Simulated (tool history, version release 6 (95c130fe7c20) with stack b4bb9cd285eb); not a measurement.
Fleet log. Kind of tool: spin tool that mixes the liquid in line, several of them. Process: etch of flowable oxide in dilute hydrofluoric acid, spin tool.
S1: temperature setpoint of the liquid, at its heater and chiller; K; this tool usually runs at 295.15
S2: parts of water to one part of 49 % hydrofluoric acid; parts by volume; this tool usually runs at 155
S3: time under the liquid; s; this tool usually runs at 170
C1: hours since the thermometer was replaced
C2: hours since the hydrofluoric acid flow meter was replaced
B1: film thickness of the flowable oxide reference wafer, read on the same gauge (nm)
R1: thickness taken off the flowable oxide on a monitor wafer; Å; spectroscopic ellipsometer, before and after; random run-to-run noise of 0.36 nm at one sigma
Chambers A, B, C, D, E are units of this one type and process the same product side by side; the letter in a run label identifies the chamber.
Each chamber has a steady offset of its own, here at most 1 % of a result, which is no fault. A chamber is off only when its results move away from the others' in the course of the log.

run,hour,S1,S2,S3,C1,C2,B1,R1
1A,4.1,295.15,155,170,861.1,694.5,50.018,394.10
2B,8.2,295.15,155,170,407.4,1327.2,50.001,382.26
3D,13.0,295.15,155,170,1833.3,1333.4,50.008,390.31
4E,15.4,295.15,155,170,60.3,1240.7,50.005,384.22
5C,19.5,295.15,155,170,1833.6,196.0,49.991,385.72
6B,23.6,295.15,155,170,422.8,1342.6,50.003,382.05
7A,27.8,295.15,155,170,884.8,718.2,49.997,384.41
8C,31.2,295.15,155,170,1845.3,207.7,49.980,377.36
9D,33.6,295.15,155,170,1853.9,1354.0,49.982,380.68
10E,37.0,295.15,155,170,81.9,1262.3,50.013,394.81
11C,40.3,295.15,155,170,1854.4,216.8,49.987,375.15
12B,45.5,295.15,155,170,444.7,1364.5,49.999,382.01
13A,50.6,295.15,155,170,907.6,741.0,50.008,393.98
14D,52.9,295.15,155,170,1873.2,1373.3,49.995,383.89
15E,57.2,290.15,130,170,102.1,1282.5,49.989,388.31
16C,59.6,290.15,130,170,1873.7,236.1,50.001,388.73
17D,62.5,290.15,130,170,1882.8,1382.9,49.990,394.99
18E,66.0,290.15,130,170,110.9,1291.3,49.989,386.94
# hour 66.5: chamber E: hydrofluoric acid flow meter replaced
19A,70.8,290.15,130,170,927.8,761.2,49.992,394.71
20B,73.7,295.15,155,170,472.9,1392.7,49.987,384.95
21A,76.9,295.15,155,170,933.9,767.3,49.999,387.02
22D,81.4,295.15,155,170,1901.7,1401.8,49.996,397.09
23B,85.3,295.15,155,170,484.5,1404.3,49.994,392.52
24C,88.4,295.15,155,170,1902.5,264.9,49.976,385.89
25E,90.7,295.15,155,170,135.6,24.3,50.000,384.46
26C,94.7,295.15,155,170,1908.8,271.2,50.009,384.16
27A,99.9,297.65,190,170,956.9,790.3,50.005,338.84
28D,104.5,297.65,190,170,1924.8,1424.9,49.978,359.81
29E,107.8,297.65,190,170,152.7,41.4,49.977,334.95
30B,110.1,297.65,190,170,509.3,1429.1,50.005,338.58
31C,114.1,297.65,190,170,1928.2,290.6,50.005,325.52
32D,116.6,295.15,155,170,1936.9,1437.0,49.988,422.17
33E,120.5,295.15,155,170,165.4,54.1,49.987,392.59
34B,125.7,295.15,155,170,524.9,1444.7,50.040,385.89
35A,129.5,295.15,155,170,986.5,819.9,49.985,390.61
36A,134.2,295.15,155,170,991.2,824.6,50.005,397.34
37B,139.4,295.15,155,170,538.6,1458.4,50.000,388.56
38D,144.4,295.15,155,170,1964.7,1464.8,50.014,426.60

Each of the 5 chambers runs these same settings next. Fill in every chamber's results:
39A,148.1,295.15,155,170,,,,?
39B,148.1,295.15,155,170,,,,?
39C,148.1,295.15,155,170,,,,?
39D,148.1,295.15,155,170,,,,?
39E,148.1,295.15,155,170,,,,?

run,R1
39A,389.41
39B,389.04
39C,380.06
39D,436.07
39E,384.54

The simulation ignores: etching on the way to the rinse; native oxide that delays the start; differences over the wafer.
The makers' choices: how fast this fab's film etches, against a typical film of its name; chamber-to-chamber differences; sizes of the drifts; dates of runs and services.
